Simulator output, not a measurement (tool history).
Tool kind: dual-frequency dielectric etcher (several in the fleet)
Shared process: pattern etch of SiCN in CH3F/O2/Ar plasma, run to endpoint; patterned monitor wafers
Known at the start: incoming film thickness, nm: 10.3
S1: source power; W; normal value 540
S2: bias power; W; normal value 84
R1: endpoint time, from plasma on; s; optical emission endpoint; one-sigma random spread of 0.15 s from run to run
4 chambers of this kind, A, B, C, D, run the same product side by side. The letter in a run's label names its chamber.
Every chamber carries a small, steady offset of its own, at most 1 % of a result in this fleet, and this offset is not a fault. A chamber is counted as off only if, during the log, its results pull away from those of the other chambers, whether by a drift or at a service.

run   hour   S1  S2      R1
 1B    3.4  540  84  23.224
 2C    8.4  540  84  23.195
 3D   13.3  540  84  22.977
      15.6  -- chamber A: source power generator calibrated
 4A   18.0  540  84  23.004
 5C   22.2  540  84  23.266
 6B   26.0  540  84  23.304
 7A   29.4  540  84  23.003
 8D   33.0  540  84  23.031
 9A   37.3  540  84  22.919
10D   42.0  540  84  23.035
11C   45.3  540  84  23.089
12B   49.9  540  84  23.129
13D   54.5  540  84  23.080
14A   59.8  540  84  22.824
15B   62.5  540  84  23.335
16C   67.8  650  84  21.539
17B   70.3  650  84  21.697
18C   73.9  650  84  21.651
19A   77.9  650  84  21.411
20D   80.8  540  84  22.867
21B   85.0  540  84  23.177
22C   89.1  540  84  23.060
      91.7  -- chamber C: wet clean of the chamber
23D   92.3  540  84  23.312
24A   96.4  540  84  22.579
25D  100.5  600  99  21.039
26A  104.5  600  99  20.141
     108.8  -- chamber B: wet clean of the chamber
27B  109.1  600  99  21.082
28C  114.6  600  99  21.090
29A  119.9  540  84  22.418
30C  123.2  540  84  23.277
31D  127.9  540  84  22.889
32B  132.9  540  84  22.965
33C  136.3  540  84  23.255
34D  139.8  540  84  23.071
35B  143.0  540  84  23.173
36A  146.5  540  84  21.896
37C  150.6  540  84  23.221

One chamber off, gauge drift, or nothing amiss beyond the chambers' own small offsets? If it is a chamber, which one, and what is the likeliest cause?

It is chamber A that slowly wanders off from its peers.
Cause: etch rate over this chamber's usual, % = 5.53.

Here are 4 candidates for chamber A's next run, each the usual settings with a change, their results left as question marks. Which one brings its results back in line with what the others give on the usual settings?
In-line tolerance around the mean of the other chambers on the usual settings: R1 0.510 s
38A-1  154.6  540  89   ?
38A-2  154.6  520  82   ?
38A-3  154.6  490  77   ?
38A-4  154.6  590  91   ?

Other chambers, usual settings, mean: R1 23.189 s
  run      R1
38A-1  21.286
38A-2  22.243
38A-3  23.271
38A-4  20.418
38A-3 is the one that brings the chamber's results back in line with the other chambers.
